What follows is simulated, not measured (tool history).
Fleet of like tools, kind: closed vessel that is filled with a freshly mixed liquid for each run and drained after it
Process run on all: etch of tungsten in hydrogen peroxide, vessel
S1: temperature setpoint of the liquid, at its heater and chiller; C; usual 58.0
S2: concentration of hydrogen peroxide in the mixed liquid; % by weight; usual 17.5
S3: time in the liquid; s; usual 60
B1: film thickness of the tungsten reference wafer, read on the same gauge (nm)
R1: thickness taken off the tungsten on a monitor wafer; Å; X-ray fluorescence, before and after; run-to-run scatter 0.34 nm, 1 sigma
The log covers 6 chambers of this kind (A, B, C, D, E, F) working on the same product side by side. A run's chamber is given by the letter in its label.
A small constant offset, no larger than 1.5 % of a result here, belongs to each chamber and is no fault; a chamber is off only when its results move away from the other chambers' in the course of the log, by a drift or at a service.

run   hour    S1    S2  S3       B1       R1
 1D    3.9  58.0  17.5  60   99.994   822.80
       5.5  -- chamber C: new drum of peroxide connected
 2B    8.6  58.0  17.5  60  100.020   819.41
 3E   13.1  58.0  17.5  60   99.992   823.99
 4C   16.0  58.0  17.5  60  100.010   826.63
 5F   19.0  58.0  17.5  60   99.998   805.82
 6A   22.0  58.0  17.5  60  100.000   826.90
 7F   24.6  58.0  17.5  60   99.993   812.33
 8D   29.3  58.0  20.5  60   99.997   893.41
 9E   32.7  58.0  20.5  60   99.997   893.10
10A   36.0  58.0  20.5  60   99.989   902.28
11C   41.3  58.0  20.5  60  100.020   895.60
12B   44.4  58.0  20.5  60  100.020   891.06
13D   49.5  58.0  20.5  60   99.993   886.56
14E   52.8  58.0  17.5  60  100.000   824.92
15A   57.0  58.0  17.5  60   99.978   831.69
16C   59.4  58.0  17.5  60  100.020   832.15
17F   63.7  58.0  17.5  60  100.020   813.89
18B   66.9  58.0  17.5  60   99.969   819.87
19F   69.3  58.0  17.5  60  100.000   814.44
20A   74.4  58.0  17.5  60   99.984   834.26
21B   77.0  58.0  17.5  60  100.010   814.98
22D   80.6  58.0  17.5  60  100.010   816.02
23E   82.9  58.0  17.5  60   99.994   820.66
24C   87.0  58.0  17.5  60   99.980   827.40
25A   92.2  58.0  17.5  60  100.000   828.43
26B   97.2  58.0  17.5  60   99.975   821.79
27E  100.5  58.0  17.5  60  100.000   824.90
28D  104.5  58.0  17.5  60   99.993   807.35
29F  108.9  58.0  17.5  60   99.982   807.10
30C  111.3  58.0  17.5  60   99.976   822.51
31F  116.6  58.0  17.5  60  100.000   812.15
32A  119.9  58.0  17.5  60  100.010   835.01
33B  123.5  64.5  17.5  60  100.020  1189.30
34D  127.9  64.5  17.5  60  100.010  1173.20
35C  133.2  64.5  17.5  60  100.010  1197.00
36E  136.8  64.5  17.5  60   99.995  1188.00
37D  139.6  64.5  17.5  60   99.984  1164.40
38F  144.5  64.5  17.5  60   99.988  1177.40
39A  147.0  58.0  15.5  75   99.992   974.44
40E  151.9  58.0  15.5  75   99.988   971.39
41C  156.4  58.0  15.5  75   99.993   978.16
42B  160.0  58.0  15.5  75  100.000   962.28
43E  163.8  58.0  15.5  75   99.999   972.66
44A  168.5  58.0  15.5  75   99.989   972.69

Is one chamber out of step, is the gauge drifting, or do the chambers differ by no more than their own small offsets? For an off chamber, give its letter and the likeliest cause.

Chamber D drifts away from the others.
What lies behind it: peroxide flow below the setpoint (%) = 6.65.
It could be hard to tell apart here from: liquid colder than its thermometer reads (K); peroxide weaker than its label (%).

Which of the 4 candidates below, each the usual settings with something changed and its results left as question marks, puts chamber D back in line with what the other chambers give on the usual settings?
Allowed miss from the other chambers' usual-settings mean, per result, to count as in line: R1 12.00 Å
45D-1  172.3  57.0  17.5  60       ?
45D-2  172.3  59.0  17.5  60       ?
45D-3  172.3  58.5  17.5  60       ?
45D-4  172.3  58.0  16.5  60       ?

The mean the other chambers reach with the usual settings: R1 822.38 Å
  run      R1
45D-1  749.33
45D-2  843.80
45D-3  819.24
45D-4  771.92
It is 45D-3 that realigns the chamber with its peers.

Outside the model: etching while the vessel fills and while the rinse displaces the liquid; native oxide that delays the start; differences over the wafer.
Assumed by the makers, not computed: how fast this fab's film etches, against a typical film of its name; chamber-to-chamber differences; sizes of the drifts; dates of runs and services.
